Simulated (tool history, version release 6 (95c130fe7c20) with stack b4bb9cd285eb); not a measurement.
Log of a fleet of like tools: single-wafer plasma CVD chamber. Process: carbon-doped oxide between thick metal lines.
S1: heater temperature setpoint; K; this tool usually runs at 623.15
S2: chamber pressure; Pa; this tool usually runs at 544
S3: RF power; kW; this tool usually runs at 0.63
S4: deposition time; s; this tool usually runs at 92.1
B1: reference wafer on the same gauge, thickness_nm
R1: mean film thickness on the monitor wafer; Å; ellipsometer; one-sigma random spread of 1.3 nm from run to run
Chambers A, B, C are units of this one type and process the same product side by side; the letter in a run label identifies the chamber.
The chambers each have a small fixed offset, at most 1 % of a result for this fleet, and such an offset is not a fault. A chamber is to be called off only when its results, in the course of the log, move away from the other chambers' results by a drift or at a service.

{"run": "1C", "hour": 3.7, "S1": 623.15, "S2": 544, "S3": 0.63, "S4": 92.1, "B1": 596.84, "R1": 5247.9}
{"run": "2B", "hour": 8.2, "S1": 623.15, "S2": 544, "S3": 0.63, "S4": 92.1, "B1": 597.07, "R1": 5193.1}
{"run": "3A", "hour": 12.3, "S1": 623.15, "S2": 544, "S3": 0.63, "S4": 92.1, "B1": 597, "R1": 5169.8}
{"run": "4B", "hour": 17.5, "S1": 623.15, "S2": 544, "S3": 0.63, "S4": 92.1, "B1": 597.18, "R1": 5180.8}
{"run": "5A", "hour": 22.0, "S1": 623.15, "S2": 544, "S3": 0.63, "S4": 92.1, "B1": 597.11, "R1": 5147}
{"run": "6C", "hour": 26.2, "S1": 623.15, "S2": 544, "S3": 0.63, "S4": 92.1, "B1": 597.11, "R1": 5220.3}
{"run": "7A", "hour": 30.0, "S1": 623.15, "S2": 544, "S3": 0.63, "S4": 92.1, "B1": 596.97, "R1": 5157.7}
{"run": "8B", "hour": 33.8, "S1": 623.15, "S2": 544, "S3": 0.63, "S4": 92.1, "B1": 597.09, "R1": 5154.5}
{"run": "9C", "hour": 39.4, "S1": 623.15, "S2": 544, "S3": 0.63, "S4": 92.1, "B1": 597.11, "R1": 5233.2}
{"run": "10C", "hour": 43.8, "S1": 623.15, "S2": 544, "S3": 0.63, "S4": 92.1, "B1": 596.7, "R1": 5196.9}
{"run": "11B", "hour": 47.6, "S1": 623.15, "S2": 649, "S3": 0.69, "S4": 92.1, "B1": 596.73, "R1": 5571}
{"run": "12A", "hour": 52.3, "S1": 623.15, "S2": 649, "S3": 0.69, "S4": 92.1, "B1": 596.68, "R1": 5559.9}
{"run": "13B", "hour": 55.1, "S1": 623.15, "S2": 649, "S3": 0.69, "S4": 92.1, "B1": 596.87, "R1": 5564.7}
{"run": "14A", "hour": 59.9, "S1": 623.15, "S2": 544, "S3": 0.63, "S4": 92.1, "B1": 597.39, "R1": 5172.8}
{"run": "15C", "hour": 64.5, "S1": 623.15, "S2": 544, "S3": 0.63, "S4": 92.1, "B1": 597.04, "R1": 5247.5}
{"run": "16C", "hour": 69.2, "S1": 623.15, "S2": 544, "S3": 0.63, "S4": 92.1, "B1": 596.93, "R1": 5231.6}
{"run": "17B", "hour": 74.6, "S1": 623.15, "S2": 544, "S3": 0.63, "S4": 92.1, "B1": 597.04, "R1": 5099.9}
{"run": "18A", "hour": 78.5, "S1": 623.15, "S2": 544, "S3": 0.63, "S4": 92.1, "B1": 596.78, "R1": 5156.8}
{"run": "19B", "hour": 81.8, "S1": 623.15, "S2": 544, "S3": 0.63, "S4": 108.6, "B1": 597.13, "R1": 6027.7}
{"run": "20A", "hour": 87.5, "S1": 623.15, "S2": 544, "S3": 0.63, "S4": 108.6, "B1": 597.09, "R1": 6061.3}
{"run": "21C", "hour": 92.5, "S1": 623.15, "S2": 544, "S3": 0.63, "S4": 108.6, "B1": 596.69, "R1": 6182.7}
{"run": "22B", "hour": 96.7, "S1": 635.15, "S2": 544, "S3": 0.63, "S4": 92.1, "B1": 596.9, "R1": 4929.6}
{"run": "23C", "hour": 102.8, "S1": 635.15, "S2": 544, "S3": 0.63, "S4": 92.1, "B1": 596.98, "R1": 5088.9}
{"run": "24A", "hour": 107.6, "S1": 635.15, "S2": 544, "S3": 0.63, "S4": 92.1, "B1": 596.65, "R1": 5004.6}
{"run": "25C", "hour": 112.3, "S1": 623.15, "S2": 544, "S3": 0.63, "S4": 92.1, "B1": 596.95, "R1": 5236}
{"run": "26A", "hour": 116.7, "S1": 623.15, "S2": 544, "S3": 0.63, "S4": 92.1, "B1": 596.62, "R1": 5134.7}
{"run": "27B", "hour": 121.4, "S1": 623.15, "S2": 544, "S3": 0.63, "S4": 92.1, "B1": 597.23, "R1": 5061.3}
{"run": "28C", "hour": 126.7, "S1": 623.15, "S2": 591, "S3": 0.63, "S4": 92.1, "B1": 596.61, "R1": 5296.9}
{"run": "29A", "hour": 131.6, "S1": 623.15, "S2": 591, "S3": 0.63, "S4": 92.1, "B1": 597.29, "R1": 5207.2}
{"run": "30B", "hour": 135.6, "S1": 623.15, "S2": 591, "S3": 0.63, "S4": 92.1, "B1": 596.99, "R1": 5092.3}
{"run": "31B", "hour": 141.0, "S1": 623.15, "S2": 544, "S3": 0.63, "S4": 92.1, "B1": 597.01, "R1": 5033.6}
{"run": "32A", "hour": 145.3, "S1": 623.15, "S2": 544, "S3": 0.63, "S4": 83.3, "B1": 597.3, "R1": 4653.4}
{"run": "33C", "hour": 151.1, "S1": 623.15, "S2": 544, "S3": 0.63, "S4": 83.3, "B1": 596.74, "R1": 4722.3}

Predict what each chamber gives when all 3 of them run the settings below next.
{"run": "34A", "hour": 155.4, "S1": 611.15, "S2": 544, "S3": 0.63, "S4": 92.1, "R1": "?"}
{"run": "34B", "hour": 155.4, "S1": 611.15, "S2": 544, "S3": 0.63, "S4": 92.1, "R1": "?"}
{"run": "34C", "hour": 155.4, "S1": 611.15, "S2": 544, "S3": 0.63, "S4": 92.1, "R1": "?"}

run=34A R1=5334.8
run=34B R1=5204.5
run=34C R1=5420.1
